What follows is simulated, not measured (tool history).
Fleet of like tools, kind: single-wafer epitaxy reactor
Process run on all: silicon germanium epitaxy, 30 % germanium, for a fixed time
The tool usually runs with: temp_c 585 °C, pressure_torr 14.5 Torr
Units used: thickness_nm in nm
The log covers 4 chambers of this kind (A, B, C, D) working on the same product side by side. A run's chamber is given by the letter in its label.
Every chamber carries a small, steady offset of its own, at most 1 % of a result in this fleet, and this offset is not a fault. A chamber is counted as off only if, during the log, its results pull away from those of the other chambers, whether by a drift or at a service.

run   hour  temp_c  pressure_torr  read-back reference wafer on the same gauge, thickness_nm  thickness_nm
 1D    9.8     585           14.5                                                     44.116        39.344
 2C   21.5     585           14.5                                                     44.142        39.390
 3B   32.1     585           14.5                                                     44.152        39.378
 4A   42.6     585           14.5                                                     44.192        39.007
 5B   53.4     585           14.5                                                     44.116        39.052
 6D   59.5     585           14.5                                                     44.108        39.772
 7A   64.8     585           14.5                                                     44.063        38.654
 8C   75.2     585           14.5                                                     44.100        39.382
 9B   86.3     585           14.5                                                     44.078        38.923
10D   93.0     585           14.5                                                     44.020        39.406
11C   99.0     585           14.5                                                     44.115        39.278
12A  109.5     585           16.3                                                     44.125        40.163
13A  119.3     585           16.3                                                     44.133        39.806
14D  129.4     585           16.3                                                     44.124        40.865
15C  138.2     585           16.3                                                     44.109        41.505
16B  145.8     585           14.5                                                     44.120        39.314
17D  152.3     585           14.5                                                     44.126        39.126
18C  158.7     597           11.7                                                     44.119        45.312
19B  168.7     597           11.7                                                     44.110        44.880
20A  176.3     597           11.7                                                     44.054        42.973
21A  181.8     597           11.7                                                     44.113        42.788
22B  191.5     585           14.5                                                     44.112        39.039
23D  198.9     585           14.5                                                     44.100        39.368
24C  205.8     585           14.5                                                     44.101        39.390
25A  214.7     585           14.5                                                     44.072        37.082

For the next run the whole fleet of 4 chambers uses the same settings. Give each chamber's results:
26A  223.1     585           15.6                                                                        ?
26B  223.1     585           15.6                                                                        ?
26C  223.1     585           15.6                                                                        ?
26D  223.1     585           15.6                                                                        ?

run  thickness_nm
26A        38.361
26B        40.004
26C        40.612
26D        40.471

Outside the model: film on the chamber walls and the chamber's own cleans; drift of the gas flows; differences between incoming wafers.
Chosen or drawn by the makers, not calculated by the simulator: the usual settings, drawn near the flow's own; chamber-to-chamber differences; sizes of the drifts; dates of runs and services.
